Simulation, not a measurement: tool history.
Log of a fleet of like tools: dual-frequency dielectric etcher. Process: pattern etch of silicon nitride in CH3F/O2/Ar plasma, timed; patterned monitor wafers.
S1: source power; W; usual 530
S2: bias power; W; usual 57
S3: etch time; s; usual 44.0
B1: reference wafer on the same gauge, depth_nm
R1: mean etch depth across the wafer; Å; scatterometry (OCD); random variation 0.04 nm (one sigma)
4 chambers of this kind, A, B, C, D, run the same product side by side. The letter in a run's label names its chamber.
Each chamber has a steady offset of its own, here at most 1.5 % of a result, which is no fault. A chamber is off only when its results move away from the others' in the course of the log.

run 1B hour=9.7 | S1=530 S2=57 S3=44.0 | B1=35.606 | R1=316.77
run 2C hour=16.7 | S1=530 S2=57 S3=44.0 | B1=35.607 | R1=319.93
run 3D hour=29.5 | S1=530 S2=57 S3=44.0 | B1=35.607 | R1=321.88
run 4A hour=45.3 | S1=530 S2=57 S3=44.0 | B1=35.627 | R1=315.69
run 5B hour=54.1 | S1=530 S2=62 S3=33.5 | B1=35.628 | R1=248.02
run 6A hour=63.0 | S1=530 S2=62 S3=33.5 | B1=35.622 | R1=247.64
run 7D hour=70.0 | S1=530 S2=62 S3=33.5 | B1=35.633 | R1=252.26
run 8C hour=83.7 | S1=530 S2=62 S3=33.5 | B1=35.635 | R1=250.91
run 9A hour=92.2 | S1=530 S2=57 S3=44.0 | B1=35.646 | R1=316.03
run 10B hour=103.1 | S1=530 S2=57 S3=44.0 | B1=35.659 | R1=318.19
run 11C hour=111.7 | S1=530 S2=57 S3=44.0 | B1=35.645 | R1=321.14
run 12D hour=121.1 | S1=530 S2=57 S3=44.0 | B1=35.655 | R1=323.70
run 13D hour=130.8 | S1=530 S2=57 S3=44.0 | B1=35.656 | R1=322.60
run 14B hour=142.3 | S1=530 S2=57 S3=44.0 | B1=35.662 | R1=318.44
run 15C hour=157.9 | S1=530 S2=57 S3=44.0 | B1=35.667 | R1=320.82
run 16A hour=169.3 | S1=530 S2=63 S3=44.0 | B1=35.683 | R1=327.16
run 17A hour=177.8 | S1=530 S2=63 S3=44.0 | B1=35.672 | R1=327.01
run 18C hour=185.2 | S1=530 S2=63 S3=44.0 | B1=35.692 | R1=331.97
run 19B hour=199.6 | S1=530 S2=63 S3=44.0 | B1=35.695 | R1=328.21
run 20D hour=214.7 | S1=530 S2=57 S3=55.0 | B1=35.697 | R1=403.90
run 21D hour=228.4 | S1=530 S2=57 S3=55.0 | B1=35.693 | R1=404.15
run 22C hour=240.3 | S1=530 S2=57 S3=55.0 | B1=35.705 | R1=402.11
-- hour=246.4 chamber C: wet clean of the chamber
run 23A hour=251.7 | S1=530 S2=57 S3=55.0 | B1=35.706 | R1=395.87
run 24B hour=263.4 | S1=590 S2=57 S3=48.0 | B1=35.707 | R1=362.11
run 25B hour=271.7 | S1=590 S2=57 S3=48.0 | B1=35.715 | R1=362.46
run 26A hour=283.4 | S1=590 S2=57 S3=48.0 | B1=35.728 | R1=360.16
run 27D hour=293.9 | S1=590 S2=57 S3=48.0 | B1=35.725 | R1=367.50
run 28C hour=306.2 | S1=530 S2=57 S3=44.0 | B1=35.743 | R1=322.17
run 29B hour=319.7 | S1=530 S2=57 S3=44.0 | B1=35.740 | R1=318.27
-- hour=329.2 chamber D: wet clean of the chamber
run 30C hour=331.8 | S1=530 S2=57 S3=44.0 | B1=35.754 | R1=321.91
run 31D hour=339.9 | S1=530 S2=57 S3=44.0 | B1=35.742 | R1=323.24
run 32A hour=352.7 | S1=530 S2=62 S3=54.5 | B1=35.764 | R1=404.25
-- hour=360.2 chamber B: wet clean of the chamber
run 33A hour=363.3 | S1=530 S2=62 S3=54.5 | B1=35.774 | R1=404.15
run 34D hour=379.3 | S1=530 S2=62 S3=54.5 | B1=35.762 | R1=411.75
run 35B hour=394.7 | S1=530 S2=62 S3=54.5 | B1=35.777 | R1=404.94
run 36C hour=403.7 | S1=530 S2=57 S3=44.0 | B1=35.775 | R1=322.03

Is one chamber off against the others, does the gauge drift, or is nothing wrong? If a chamber is off, say which, and what the likeliest cause is.

The gauge drifts, so all chambers seem to drift together. No chamber is off.
Cause: gauge reads high (%) = 0.519.
